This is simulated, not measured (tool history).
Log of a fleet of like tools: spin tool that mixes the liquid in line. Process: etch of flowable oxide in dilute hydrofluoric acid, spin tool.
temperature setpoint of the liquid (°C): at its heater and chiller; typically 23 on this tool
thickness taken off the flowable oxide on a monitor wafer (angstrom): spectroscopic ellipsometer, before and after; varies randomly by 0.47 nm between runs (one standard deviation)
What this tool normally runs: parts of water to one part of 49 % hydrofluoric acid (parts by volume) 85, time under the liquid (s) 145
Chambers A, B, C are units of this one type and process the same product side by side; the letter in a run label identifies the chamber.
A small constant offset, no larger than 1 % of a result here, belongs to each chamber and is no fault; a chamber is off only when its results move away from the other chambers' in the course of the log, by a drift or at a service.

run	hour	temperature setpoint of the liquid (°C)	parts of water to one part of 49 % hydrofluoric acid (parts by volume)	time under the liquid (s)	read-back film thickness of the flowable oxide reference wafer, read on the same gauge (nm)	thickness taken off the flowable oxide on a monitor wafer (angstrom)
1B	6.8	23	85	145	80.006	486.11
2C	18.0	23	85	145	79.994	485.52
3A	23.4	23	85	145	80.007	488.03
4C	31.9	23	85	145	80.016	494.52
5A	42.6	23	85	145	79.985	491.69
6B	52.0	23	85	145	79.998	490.63
7C	64.1	23	85	225	80.030	760.81
8A	70.3	23	85	225	80.002	757.84
9B	81.3	23	85	225	80.027	750.77
10A	86.7	23	85	145	80.016	483.97
11C	92.6	23	85	145	80.001	494.78
12B	102.1	23	85	145	80.012	495.20
13A	110.1	23	85	145	80.013	476.18
14B	121.0	23	85	145	79.966	490.83
15C	130.7	23	85	145	79.996	495.09
16A	138.1	23	85	145	80.048	476.52
17B	145.9	23	85	145	79.984	490.68
18C	156.6	23	85	145	80.019	492.03
19B	165.8	23	85	145	80.007	491.16
20C	176.0	23	85	145	80.010	493.45
21A	184.1	23	85	145	79.992	464.15
22C	194.5	23	85	145	80.004	484.08
23B	200.3	23	85	145	79.981	493.86
24A	207.1	23	85	145	79.991	453.18
25B	216.8	23	85	145	79.999	491.94
26A	226.6	23	85	145	80.021	449.49
27C	235.8	23	85	145	80.000	498.58
28C	247.5	23	85	145	80.012	490.42
29B	257.4	23	85	145	80.012	487.26
30A	269.1	23	85	145	79.973	447.92
31A	281.0	23	75	225	80.012	800.12
32C	286.7	23	75	225	80.000	870.98
33B	298.5	23	75	225	80.000	868.36
34C	310.1	23	85	145	80.001	489.84
35A	316.9	23	85	145	79.970	439.37
36B	325.8	23	85	145	79.989	488.36
# hour 335.9: chamber C: hydrofluoric acid flow meter replaced
37C	337.4	23	85	145	80.002	502.04
38A	344.9	23	110	145	80.009	321.46
39B	355.3	23	110	145	80.021	372.60
40B	364.1	23	110	145	80.010	368.85

Next, every chamber runs the same settings. What will each give?
41A	372.9	23	85	190		?
41B	372.9	23	85	190		?
41C	372.9	23	85	190		?

run	thickness taken off the flowable oxide on a monitor wafer (angstrom)
41A	567.72
41B	648.12
41C	649.94

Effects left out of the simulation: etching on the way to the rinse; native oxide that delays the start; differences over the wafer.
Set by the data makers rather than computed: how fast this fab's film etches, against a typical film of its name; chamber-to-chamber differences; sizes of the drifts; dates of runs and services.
